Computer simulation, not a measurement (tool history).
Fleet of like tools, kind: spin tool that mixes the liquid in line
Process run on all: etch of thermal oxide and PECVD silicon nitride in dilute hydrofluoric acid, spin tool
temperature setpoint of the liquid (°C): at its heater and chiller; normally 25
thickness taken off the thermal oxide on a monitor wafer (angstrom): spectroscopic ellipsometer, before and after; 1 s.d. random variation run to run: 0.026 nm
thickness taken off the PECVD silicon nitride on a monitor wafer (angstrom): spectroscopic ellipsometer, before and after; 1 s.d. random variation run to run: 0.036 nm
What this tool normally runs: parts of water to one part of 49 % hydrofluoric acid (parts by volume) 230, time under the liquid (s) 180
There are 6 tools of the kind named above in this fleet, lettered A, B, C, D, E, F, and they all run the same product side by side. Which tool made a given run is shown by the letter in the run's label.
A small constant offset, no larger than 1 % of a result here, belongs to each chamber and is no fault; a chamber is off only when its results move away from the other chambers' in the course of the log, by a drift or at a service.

| run | hour | temperature setpoint of the liquid (°C) | parts of water to one part of 49 % hydrofluoric acid (parts by volume) | time under the liquid (s) | read-back film thickness of the thermal oxide reference wafer, read on the same gauge (nm) | read-back film thickness of the PECVD silicon nitride reference wafer, read on the same gauge (nm) | thickness taken off the thermal oxide on a monitor wafer (angstrom) | thickness taken off the PECVD silicon nitride on a monitor wafer (angstrom) |
|---|---|---|---|---|---|---|---|---|
| 1A | 11.4 | 25 | 230 | 180 | 40.024 | 70.024 | 34.3 | 14.481 |
| 2D | 21.8 | 25 | 230 | 180 | 39.959 | 70.011 | 34.245 | 14.311 |
| 3F | 33.6 | 25 | 230 | 180 | 39.983 | 69.992 | 33.993 | 14.286 |
|  | 36.4 | chamber E: hydrofluoric acid flow meter replaced |
| 4C | 45 | 25 | 230 | 180 | 39.98 | 70.013 | 33.704 | 13.704 |
| 5E | 57.4 | 25 | 230 | 180 | 39.976 | 70.007 | 33.843 | 14.561 |
| 6B | 65.7 | 25 | 230 | 180 | 40.044 | 70.038 | 34.394 | 14.363 |
| 7F | 81.4 | 25 | 230 | 180 | 39.961 | 69.987 | 34.138 | 14.067 |
| 8B | 93.1 | 25 | 230 | 180 | 39.986 | 70.008 | 34.571 | 14.25 |
| 9A | 101.3 | 25 | 230 | 180 | 40.009 | 70.011 | 34.08 | 13.651 |
| 10E | 114.5 | 25 | 230 | 180 | 39.986 | 70.007 | 34.269 | 14.176 |
|  | 117.4 | chamber F: thermometer replaced |
| 11C | 126.2 | 25 | 230 | 180 | 39.974 | 70.008 | 34.066 | 14.565 |
| 12D | 134.7 | 25 | 230 | 180 | 40.008 | 69.976 | 34.119 | 14.007 |
| 13D | 143.7 | 25 | 310 | 180 | 40.03 | 70.019 | 22.926 | 10.979 |
| 14B | 156.9 | 25 | 310 | 180 | 40.008 | 69.997 | 23.037 | 10.491 |
| 15A | 169.5 | 25 | 310 | 180 | 40.076 | 70.019 | 22.988 | 10.397 |
| 16E | 180.7 | 25 | 310 | 180 | 39.972 | 70.002 | 23.342 | 10.722 |
| 17F | 192.8 | 25 | 310 | 180 | 39.996 | 70 | 23.022 | 10.605 |
| 18C | 202 | 25 | 310 | 180 | 39.965 | 70.011 | 23.625 | 10.471 |
| 19C | 210.8 | 25 | 230 | 250 | 39.998 | 69.989 | 47.727 | 20.404 |
| 20D | 222.6 | 25 | 230 | 250 | 40.004 | 70.023 | 47.095 | 19.789 |
| 21F | 235.1 | 25 | 230 | 250 | 39.986 | 69.99 | 48.146 | 20.538 |
| 22E | 243.4 | 25 | 230 | 250 | 40.019 | 69.994 | 47.13 | 20.499 |
| 23B | 253.1 | 25 | 230 | 250 | 40.01 | 69.991 | 48.147 | 21.204 |
|  | 253.2 | chamber D: hydrofluoric acid flow meter replaced |
| 24A | 262.9 | 25 | 230 | 250 | 40.014 | 70.016 | 45.757 | 20.352 |
| 25B | 277.7 | 25 | 230 | 180 | 40.004 | 70.014 | 34.238 | 14.47 |
| 26F | 291.8 | 25 | 230 | 180 | 40.03 | 70.029 | 34.225 | 13.993 |
| 27A | 303.4 | 25 | 230 | 180 | 40.034 | 70.022 | 32.792 | 13.766 |
| 28E | 315.8 | 28.5 | 230 | 255 | 39.966 | 69.982 | 55.325 | 26.077 |
| 29C | 330.1 | 28.5 | 230 | 255 | 40.029 | 69.988 | 54.374 | 25.353 |
| 30D | 341.8 | 28.5 | 230 | 255 | 40.016 | 69.953 | 55.604 | 25.644 |
| 31B | 351.2 | 28.5 | 230 | 255 | 40.023 | 70.026 | 55.515 | 25.254 |
| 32D | 361.9 | 28.5 | 230 | 255 | 40.041 | 70.023 | 55.317 | 25.033 |
| 33E | 370.2 | 28.5 | 230 | 255 | 39.994 | 70.007 | 54.489 | 24.099 |
| 34A | 385.1 | 25 | 230 | 180 | 39.989 | 69.975 | 31.947 | 13.587 |
| 35C | 400 | 25 | 230 | 180 | 40.017 | 69.969 | 34.17 | 14.204 |
| 36F | 412.4 | 23 | 160 | 180 | 39.987 | 70.022 | 48.504 | 18.403 |
| 37F | 423.3 | 23 | 160 | 180 | 40.012 | 69.988 | 48.106 | 18.877 |
| 38A | 430.4 | 23 | 160 | 180 | 39.987 | 70.031 | 44.972 | 17.957 |
| 39C | 438.4 | 23 | 160 | 180 | 39.971 | 69.984 | 48.859 | 17.608 |

Which is it: a chamber that has drifted or been left off by a service, a gauge drift common to all chambers, or only each chamber's usual small offset? If a chamber is off, name it and its likeliest cause.

Little by little, chamber A moves away from the other chambers.
Most likely cause: hydrofluoric acid flow below the setpoint (%) = 7.36.

Chamber A could run next with any of the 4 candidate recipes listed below; each alters the usual settings, and their results appear as question marks. Which one brings its results back in line with what the other chambers deliver on the usual settings?
Allowed miss from the other chambers' usual-settings mean, per result, to count as in line: thickness taken off the thermal oxide on a monitor wafer (angstrom) 0.9; thickness taken off the PECVD silicon nitride on a monitor wafer (angstrom) 1.3
| 40A-1 | 449.9 | 25 | 235 | 170 |  |  | ? | ? |
| 40A-2 | 449.9 | 25 | 225 | 190 |  |  | ? | ? |
| 40A-3 | 449.9 | 25 | 245 | 170 |  |  | ? | ? |
| 40A-4 | 449.9 | 25 | 215 | 190 |  |  | ? | ? |

Other chambers, usual settings, mean: thickness taken off the thermal oxide on a monitor wafer (angstrom) 34.145; thickness taken off the PECVD silicon nitride on a monitor wafer (angstrom) 14.413
| run | thickness taken off the thermal oxide on a monitor wafer (angstrom) | thickness taken off the PECVD silicon nitride on a monitor wafer (angstrom) |
|---|---|---|
| 40A-1 | 28.651 | 11.933 |
| 40A-2 | 33.817 | 13.925 |
| 40A-3 | 27.182 | 11.449 |
| 40A-4 | 35.788 | 14.567 |
With 40A-2, the chamber falls back in line with the rest.

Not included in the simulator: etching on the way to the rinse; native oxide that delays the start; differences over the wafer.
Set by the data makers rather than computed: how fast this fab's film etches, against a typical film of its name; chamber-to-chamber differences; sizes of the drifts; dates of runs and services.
